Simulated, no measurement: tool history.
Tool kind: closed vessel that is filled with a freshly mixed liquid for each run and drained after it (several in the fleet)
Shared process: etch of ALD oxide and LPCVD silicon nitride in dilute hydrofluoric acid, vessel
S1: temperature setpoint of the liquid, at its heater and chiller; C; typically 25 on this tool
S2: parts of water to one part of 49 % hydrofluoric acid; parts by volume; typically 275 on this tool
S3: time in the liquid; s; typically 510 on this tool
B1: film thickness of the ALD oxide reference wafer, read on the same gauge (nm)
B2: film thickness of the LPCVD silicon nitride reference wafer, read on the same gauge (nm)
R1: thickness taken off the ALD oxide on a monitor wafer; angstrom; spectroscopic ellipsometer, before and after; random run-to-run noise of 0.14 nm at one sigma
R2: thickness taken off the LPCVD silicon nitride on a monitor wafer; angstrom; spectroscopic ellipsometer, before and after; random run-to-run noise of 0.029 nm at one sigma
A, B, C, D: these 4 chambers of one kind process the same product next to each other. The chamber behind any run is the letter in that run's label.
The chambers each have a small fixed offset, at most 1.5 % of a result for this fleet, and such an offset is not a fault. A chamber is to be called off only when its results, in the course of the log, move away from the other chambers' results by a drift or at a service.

run   hour    S1   S2   S3      B1      B2      R1      R2
 1B    7.6    25  275  510  89.974  49.948  315.44  11.896
 2C   16.1    25  275  510  89.971  50.004  313.67  11.597
 3A   26.7    25  275  510  90.027  50.026  312.62  11.907
 4D   38.6    25  275  510  90.001  49.988  315.89  11.621
 5D   46.8    25  275  510  89.991  50.029  315.01  11.939
 6A   56.4    25  275  510  89.983  49.996  311.77  11.302
 7C   68.3    25  275  510  89.974  50.034  315.96   11.77
 8B   73.7    25  275  510  90.016  50.007  313.57  11.685
 9A   81.8    25  275  510  90.008  50.026  312.37  11.602
10C   93.1    25  275  510  90.009  49.979  315.55  11.505
11D  105.2    25  275  510  90.008   50.02  312.49  11.409
12B  115.8    25  275  510  89.996  49.977  316.64   11.97
13B    127    25  275  510      90  49.975  314.79   11.26
     133.8  -- chamber A: thermometer replaced
14D    135    25  275  510  89.999  50.009  309.84  11.295
15C  142.8    25  275  510  90.006  49.986  315.22   11.45
16A  150.1    25  275  510  89.997  49.976  314.81   11.28
17A  160.3    25  275  510  90.018  50.018  316.96  11.811
18B  167.2    25  275  510      90  49.981  316.45   12.32
19C  179.2  20.5  370  510  89.996  50.005  181.17  6.3881
20D  186.4  20.5  370  510  89.988  50.009   179.9  6.3921
21A    198  20.5  370  510  90.006  50.013  182.02  6.1841
22B    206  20.5  370  510  90.008  50.025  183.63  6.6498
23C  215.7    25  275  510  89.996  50.001  314.48  11.623
24D  224.6    25  275  510  89.975  49.952  305.45  11.124
25B  231.5    25  275  305  89.998  49.969  187.84  7.0676
26C  238.4    25  275  305  90.001  49.959  186.71  7.0501
27A  244.1    25  275  305  90.016  50.009  188.05  6.8193
28D  250.9    25  275  305  89.987  49.979  181.41  6.5977
29A  258.1    25  275  510  90.003  49.982  315.04  11.206
30D    269    25  275  510  89.999  49.992   301.8  11.454

Predict what each chamber gives when all 4 of them run the settings below next.
31A  277.7  25  360  510           ?   ?
31B  277.7  25  360  510           ?   ?
31C  277.7  25  360  510           ?   ?
31D  277.7  25  360  510           ?   ?

run      R1      R2
31A  220.79  9.0941
31B  221.21  9.1575
31C  218.34   8.764
31D  214.01  8.6141
